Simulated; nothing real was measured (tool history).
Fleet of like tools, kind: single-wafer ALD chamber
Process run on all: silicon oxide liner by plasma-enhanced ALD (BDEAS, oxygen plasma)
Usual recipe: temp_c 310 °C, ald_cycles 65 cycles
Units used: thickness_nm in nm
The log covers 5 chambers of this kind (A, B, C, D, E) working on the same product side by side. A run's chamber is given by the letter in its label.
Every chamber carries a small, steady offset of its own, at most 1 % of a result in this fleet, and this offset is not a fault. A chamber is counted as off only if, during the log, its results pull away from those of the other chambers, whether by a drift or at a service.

| run | hour | temp_c | ald_cycles | read-back reference wafer on the same gauge, thickness_nm | thickness_nm |
|---|---|---|---|---|---|
| 1E | 3.1 | 310 | 65 | 6.6090 | 5.9447 |
| 2B | 7.3 | 310 | 65 | 6.6065 | 6.0210 |
| 3C | 9.8 | 310 | 65 | 6.6100 | 5.9576 |
| 4D | 12.9 | 310 | 65 | 6.6085 | 5.9855 |
| 5A | 17.8 | 310 | 57 | 6.6123 | 5.2682 |
| 6D | 21.4 | 310 | 57 | 6.6090 | 5.2616 |
| 7A | 27.2 | 310 | 57 | 6.6128 | 5.2647 |
| 8B | 31.2 | 310 | 57 | 6.6102 | 5.2697 |
| 9C | 36.1 | 310 | 57 | 6.6062 | 5.2289 |
| 10E | 39.6 | 303 | 72 | 6.6088 | 6.6635 |
| 11C | 42.3 | 303 | 72 | 6.6113 | 6.6928 |
| 12A | 46.1 | 303 | 72 | 6.6090 | 6.7134 |
| 13B | 51.3 | 303 | 72 | 6.6090 | 6.7301 |
| 14E | 56.0 | 303 | 72 | 6.6115 | 6.6662 |
| 15D | 60.2 | 323 | 65 | 6.6090 | 5.8695 |
| 16D | 64.2 | 323 | 65 | 6.6107 | 5.8767 |
| 17C | 67.1 | 323 | 65 | 6.6095 | 5.8586 |
| 18A | 70.0 | 323 | 65 | 6.6076 | 5.8895 |
| 19B | 74.3 | 323 | 65 | 6.6138 | 5.9011 |
| 20E | 78.8 | 310 | 65 | 6.6118 | 5.9461 |
| 21E | 83.3 | 310 | 65 | 6.6101 | 5.9459 |
| 22A | 88.5 | 310 | 65 | 6.6081 | 6.0013 |
| 23C | 93.7 | 310 | 65 | 6.6112 | 5.9741 |
| 24D | 98.1 | 310 | 65 | 6.6074 | 5.9909 |
| 25B | 102.0 | 310 | 65 | 6.6073 | 6.0138 |
| 26B | 105.0 | 322 | 53 | 6.6077 | 4.8313 |
| 27C | 110.2 | 322 | 53 | 6.6104 | 4.7920 |
| 28D | 115.0 | 322 | 53 | 6.6103 | 4.8081 |
| 29A | 118.6 | 322 | 53 | 6.6097 | 4.8070 |
| 30E | 123.0 | 322 | 53 | 6.6128 | 4.7849 |
| 31E | 125.9 | 310 | 65 | 6.6094 | 5.9586 |
| 32D | 130.5 | 310 | 65 | 6.6105 | 6.0001 |
| 33A | 135.4 | 310 | 65 | 6.6076 | 6.0056 |
| 34B | 140.1 | 302 | 57 | 6.6096 | 5.3301 |
| 35C | 144.1 | 302 | 57 | 6.6075 | 5.2766 |
| 36B | 149.5 | 302 | 57 | 6.6077 | 5.3311 |
| 37A | 154.9 | 302 | 57 | 6.6083 | 5.2981 |
| 38D | 158.9 | 302 | 57 | 6.6111 | 5.3079 |
| 39C | 161.9 | 310 | 65 | 6.6112 | 5.9603 |
| 40E | 166.8 | 310 | 65 | 6.6089 | 5.9547 |
| 41D | 172.3 | 305 | 59 | 6.6131 | 5.4742 |
| 42B | 177.7 | 305 | 59 | 6.6108 | 5.5149 |

Is one chamber off against the others, does the gauge drift, or is nothing wrong? If a chamber is off, say which, and what the likeliest cause is.

The fleet is healthy, with each chamber sitting at its usual small offset and no drift in the gauge.
